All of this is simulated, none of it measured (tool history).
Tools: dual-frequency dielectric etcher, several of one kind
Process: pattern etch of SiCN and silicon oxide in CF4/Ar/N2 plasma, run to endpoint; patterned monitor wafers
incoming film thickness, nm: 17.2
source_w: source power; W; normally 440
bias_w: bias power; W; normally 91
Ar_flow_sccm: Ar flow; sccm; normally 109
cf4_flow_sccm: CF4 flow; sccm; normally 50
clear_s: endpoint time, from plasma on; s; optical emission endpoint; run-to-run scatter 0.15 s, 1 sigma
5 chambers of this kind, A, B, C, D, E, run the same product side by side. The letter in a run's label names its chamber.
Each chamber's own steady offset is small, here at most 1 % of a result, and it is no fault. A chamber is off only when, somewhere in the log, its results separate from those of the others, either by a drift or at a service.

run   hour  source_w  bias_w  Ar_flow_sccm  cf4_flow_sccm  clear_s
 1C    2.6       440      91           109             50   19.863
 2E    7.7       440      91           109             50   20.202
 3D     11       440      91           109             50   20.039
 4B     16       440      91           109             50   20.178
 5A     21       440      91           120             56   20.006
      21.2  -- chamber B: Ar flow controller replaced
 6D   23.2       440      91           120             56   20.013
 7A   26.4       440      91           120             56   19.864
 8E   29.6       440      91           120             56   20.124
 9C   33.3       440      91           120             56    19.62
10B   37.8       370      91           109             45    23.76
11E   40.1       370      91           109             45   23.627
      43.7  -- chamber C: wet clean of the chamber
12D   44.6       370      91           109             45    23.26
13A   47.6       370      91           109             45   23.706
14B     52       370      91           109             45   23.515
15C     57       440      91           109             50   20.019
16C   61.8       440      91           109             50   19.965
17B   66.8       510     107           109             50   16.525
18A   71.9       510     107           109             50   16.348
      72.5  -- chamber A: wet clean of the chamber
19E   76.9       510     107           109             50   16.555
20D   79.2       510     107           109             50   16.425
21A   83.3       510     107           109             50   16.455
22B   86.3       440      91           109             50   19.689
23D   90.7       380      91           109             50   22.697
24C   93.4       380      91           109             50   23.021
25E   96.8       380      91           109             50   22.987
26D  100.3       380      91           109             50   22.454
27B  103.3       380      91           109             50   22.941
     103.6  -- chamber B: wet clean of the chamber
28A  108.1       440      91           109             50   20.084
29C  111.7       440      91           109             50   19.826
30E  116.4       440      91           109             50   20.104
31A  119.6       440      91           109             50   19.981
32C  124.5       440      91           109             50   20.299
33B  128.1       440      91           109             50   20.092
34E  130.7       440      91           109             50   20.246
35D  133.8       440      91           109             50   19.589
36A  138.8       440      91           109             50   20.026
37C  141.2       440      91           109             50   19.884
38E  144.5       440      91           109             50   20.208
39D  147.1       440      91           109             50   19.949

Next, every chamber runs the same settings. What will each give?
40A  150.8       440      91           109             50        ?
40B  150.8       440      91           109             50        ?
40C  150.8       440      91           109             50        ?
40D  150.8       440      91           109             50        ?
40E  150.8       440      91           109             50        ?

run  clear_s
40A   19.889
40B   20.042
40C   20.131
40D   19.822
40E   19.982
